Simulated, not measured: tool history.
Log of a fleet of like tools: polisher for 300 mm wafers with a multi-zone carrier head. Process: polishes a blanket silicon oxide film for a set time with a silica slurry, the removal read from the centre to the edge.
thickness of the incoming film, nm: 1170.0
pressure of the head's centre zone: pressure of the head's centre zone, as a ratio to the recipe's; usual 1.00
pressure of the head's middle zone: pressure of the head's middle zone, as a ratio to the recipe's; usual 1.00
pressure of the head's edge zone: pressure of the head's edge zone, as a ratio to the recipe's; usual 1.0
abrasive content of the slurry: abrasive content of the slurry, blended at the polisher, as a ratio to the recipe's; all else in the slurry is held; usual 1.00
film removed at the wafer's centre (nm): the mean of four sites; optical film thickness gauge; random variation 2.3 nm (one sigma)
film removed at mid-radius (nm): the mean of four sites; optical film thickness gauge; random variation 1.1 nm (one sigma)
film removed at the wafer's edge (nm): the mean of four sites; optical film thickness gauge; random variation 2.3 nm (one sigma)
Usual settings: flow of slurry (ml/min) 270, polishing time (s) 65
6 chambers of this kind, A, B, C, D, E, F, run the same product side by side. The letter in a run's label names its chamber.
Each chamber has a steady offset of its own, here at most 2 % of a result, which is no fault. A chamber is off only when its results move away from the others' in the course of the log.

run,day,flow of slurry (ml/min),pressure of the head's centre zone,pressure of the head's middle zone,pressure of the head's edge zone,abrasive content of the slurry,polishing time (s),film removed at the wafer's centre (nm),film removed at mid-radius (nm),film removed at the wafer's edge (nm)
1E,0.308,270,1.00,1.00,1.0,1.00,65,177.92,175.44,176.81
2F,0.475,270,1.00,1.00,1.0,1.00,65,174.80,178.48,177.17
# day 0.696: chamber F: worn pad replaced by a new one
3A,0.696,270,1.00,1.00,1.0,1.00,65,173.68,176.46,176.98
4B,1.021,270,1.00,1.00,1.0,1.00,65,177.06,177.11,176.92
5C,1.367,270,1.00,1.00,1.0,1.00,65,176.19,177.59,176.61
# day 1.554: chamber E: worn pad replaced by a new one
6D,1.717,270,1.00,1.00,1.0,1.00,65,178.36,177.73,177.74
7A,2.008,270,1.00,1.00,1.0,1.00,65,179.23,176.98,173.86
# day 2.038: chamber D: centre zone pressure recalibrated
8B,2.296,270,1.00,1.00,1.0,1.00,65,174.12,177.84,175.47
9F,2.646,270,1.00,1.00,1.0,1.00,65,179.14,175.94,177.95
# day 2.683: chamber A: worn pad replaced by a new one
# day 2.788: chamber B: worn pad replaced by a new one
10C,2.858,270,1.06,1.00,1.0,1.00,65,190.64,177.77,176.14
11E,3.171,270,1.06,1.00,1.0,1.00,65,189.21,175.97,177.94
# day 3.404: chamber C: worn pad replaced by a new one
12D,3.442,270,1.06,1.00,1.0,1.00,65,186.91,178.19,176.86
13A,3.771,270,1.06,1.00,1.0,1.00,65,189.31,175.68,179.90
14C,4.112,270,1.06,1.00,1.0,1.00,65,188.91,177.42,174.86
15D,4.367,270,1.06,1.00,1.0,1.00,65,182.82,179.00,175.25
# day 4.621: chamber E: worn pad replaced by a new one
# day 4.671: chamber A: slurry nozzle cleaned
16F,4.688,270,1.00,1.00,1.0,1.00,65,170.15,176.87,179.39
17B,5.025,210,1.00,1.00,1.0,0.85,65,152.37,159.88,158.02
# day 5.288: chamber B: slurry nozzle cleaned
18E,5.304,210,1.00,1.00,1.0,0.85,65,157.48,157.80,160.69
# day 5.412: chamber D: worn pad replaced by a new one
# day 5.479: chamber A: worn pad replaced by a new one
19D,5.662,210,1.00,1.00,1.0,0.85,65,154.21,158.75,160.56
20A,5.921,210,1.00,1.00,1.0,0.85,65,155.11,158.77,159.07
21C,6.171,210,1.00,1.00,1.0,0.85,65,160.04,159.92,158.62
# day 6.400: chamber C: worn pad replaced by a new one
22B,6.400,210,1.00,1.00,1.0,0.85,65,158.59,158.75,159.53
23F,6.658,270,0.95,1.00,1.0,1.00,65,162.19,177.74,175.64
24E,6.883,270,0.95,1.00,1.0,1.00,65,172.41,177.57,178.92
25C,7.083,270,0.95,1.00,1.0,1.00,65,166.36,178.96,175.64
# day 7.238: chamber B: worn pad replaced by a new one
# day 7.317: chamber F: worn pad replaced by a new one
26F,7.417,270,0.95,1.00,1.0,1.00,65,160.68,177.24,178.49
# day 7.696: chamber B: edge zone pressure recalibrated
27B,7.738,270,0.95,1.00,1.0,1.00,65,167.86,175.84,174.04
# day 7.854: chamber E: worn pad replaced by a new one
28E,8.000,270,0.95,1.00,1.0,1.00,65,168.53,178.04,176.62
# day 8.104: chamber E: centre zone pressure recalibrated
29D,8.275,270,1.00,0.95,1.0,1.00,65,173.38,169.52,176.58
# day 8.321: chamber A: worn pad replaced by a new one
30A,8.492,270,1.00,0.95,1.0,1.00,65,179.92,167.87,174.91
31A,8.700,270,1.00,0.95,1.0,1.00,65,172.35,170.81,178.19
32F,9.050,270,1.00,0.95,1.0,1.00,65,166.65,169.76,176.14
# day 9.175: chamber D: slurry nozzle cleaned
33B,9.354,270,1.00,0.95,1.0,1.00,65,174.08,168.41,175.47
34C,9.579,270,1.00,0.95,1.0,1.00,65,176.81,169.93,174.14
35E,9.742,270,1.00,1.00,1.0,1.00,65,178.27,177.48,180.54
36D,10.067,270,1.00,1.00,1.0,1.00,65,177.47,178.94,177.70
37E,10.342,270,1.00,1.00,1.0,1.00,65,174.75,175.95,176.99
38D,10.575,185,1.00,1.00,1.1,1.00,65,167.47,169.41,176.30
39A,10.738,185,1.00,1.00,1.1,1.00,65,170.20,167.16,174.73
40B,11.008,185,1.00,1.00,1.1,1.00,65,166.82,167.84,179.32

All 6 chambers run these settings next. Forecast each chamber's results:
41A,11.267,270,1.00,1.00,1.0,1.00,65,?,?,?
41B,11.267,270,1.00,1.00,1.0,1.00,65,?,?,?
41C,11.267,270,1.00,1.00,1.0,1.00,65,?,?,?
41D,11.267,270,1.00,1.00,1.0,1.00,65,?,?,?
41E,11.267,270,1.00,1.00,1.0,1.00,65,?,?,?
41F,11.267,270,1.00,1.00,1.0,1.00,65,?,?,?

run,film removed at the wafer's centre (nm),film removed at mid-radius (nm),film removed at the wafer's edge (nm)
41A,180.06,177.27,178.28
41B,177.66,177.27,174.18
41C,175.07,179.57,173.96
41D,175.61,175.98,174.10
41E,178.39,176.40,177.88
41F,161.82,178.08,174.02

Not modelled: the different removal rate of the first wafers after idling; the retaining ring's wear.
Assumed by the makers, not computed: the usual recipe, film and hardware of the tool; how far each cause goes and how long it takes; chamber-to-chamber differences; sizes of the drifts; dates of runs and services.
